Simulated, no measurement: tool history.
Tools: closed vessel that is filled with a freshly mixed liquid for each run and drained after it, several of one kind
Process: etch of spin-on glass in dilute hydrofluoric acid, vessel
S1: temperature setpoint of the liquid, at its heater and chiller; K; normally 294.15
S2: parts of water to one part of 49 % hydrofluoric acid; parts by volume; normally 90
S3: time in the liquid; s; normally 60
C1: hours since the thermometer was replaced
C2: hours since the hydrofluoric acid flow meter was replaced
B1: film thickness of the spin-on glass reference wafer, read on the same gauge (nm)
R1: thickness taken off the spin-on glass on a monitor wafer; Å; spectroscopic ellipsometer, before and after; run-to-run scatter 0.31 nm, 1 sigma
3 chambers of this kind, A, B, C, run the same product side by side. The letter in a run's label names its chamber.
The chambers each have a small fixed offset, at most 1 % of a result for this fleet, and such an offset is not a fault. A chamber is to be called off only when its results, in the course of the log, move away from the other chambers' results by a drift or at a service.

run,hour,S1,S2,S3,C1,C2,B1,R1
1B,6.5,294.15,90,60,322.3,156.3,149.97,324.8
2C,13.2,294.15,90,60,1600.6,1592.8,150,318.04
3A,20.7,294.15,90,60,493.4,459.6,150,326.72
4A,28.8,294.15,90,60,501.5,467.7,150.01,325
5C,34.2,294.15,90,60,1621.6,1613.8,150.04,323.27
6B,45.2,294.15,90,60,361,195,149.99,327.5
7C,54.9,294.15,90,60,1642.3,1634.5,149.99,320.64
8A,61.2,294.15,90,60,533.9,500.1,150,327.76
9B,69.4,294.15,90,60,385.2,219.2,149.98,324.37
10A,78.9,294.15,90,60,551.6,517.8,150.05,326.6
11B,89.9,294.15,90,60,405.7,239.7,150,326.17
12C,99.3,294.15,90,60,1686.7,1678.9,150.06,324.83
13C,104.7,294.15,90,60,1692.1,1684.3,150,323.58
14B,110.3,294.15,90,60,426.1,260.1,150,334.93
15A,121.4,294.15,90,60,594.1,560.3,150.02,324.88
16C,127,294.15,90,60,1714.4,1706.6,150.03,324.25
17B,136.6,294.15,90,60,452.4,286.4,150.02,336.23
18A,146.8,294.15,90,60,619.5,585.7,149.97,323.15
19B,153,294.15,90,60,468.8,302.8,150.06,340.91
# hour 160.9: chamber C: hydrofluoric acid flow meter replaced
20A,164.4,294.15,90,60,637.1,603.3,150.04,322.53
21C,174.6,294.15,90,60,1762,13.8,150.02,325.26
22C,186.2,294.15,90,60,1773.6,25.4,149.96,319.23
23A,197.4,294.15,90,60,670.1,636.3,149.95,324.44
24B,207.2,294.15,90,60,523,357,149.99,355.88
25B,216.8,294.15,90,90,532.6,366.6,150.04,520.91
26C,228.4,294.15,90,90,1815.8,67.6,149.97,487.35
27A,239.4,294.15,90,90,712.1,678.3,150.02,490.59
28C,249.1,294.15,90,60,1836.5,88.3,149.97,323.19
29A,257.7,295.65,90,60,730.4,696.6,150.04,342.32

Each of the 3 chambers runs these same settings next. Fill in every chamber's results:
30A,266.2,294.15,50,60,,,,?
30B,266.2,294.15,50,60,,,,?
30C,266.2,294.15,50,60,,,,?

run,R1
30A,623.49
30B,689.36
30C,596.14
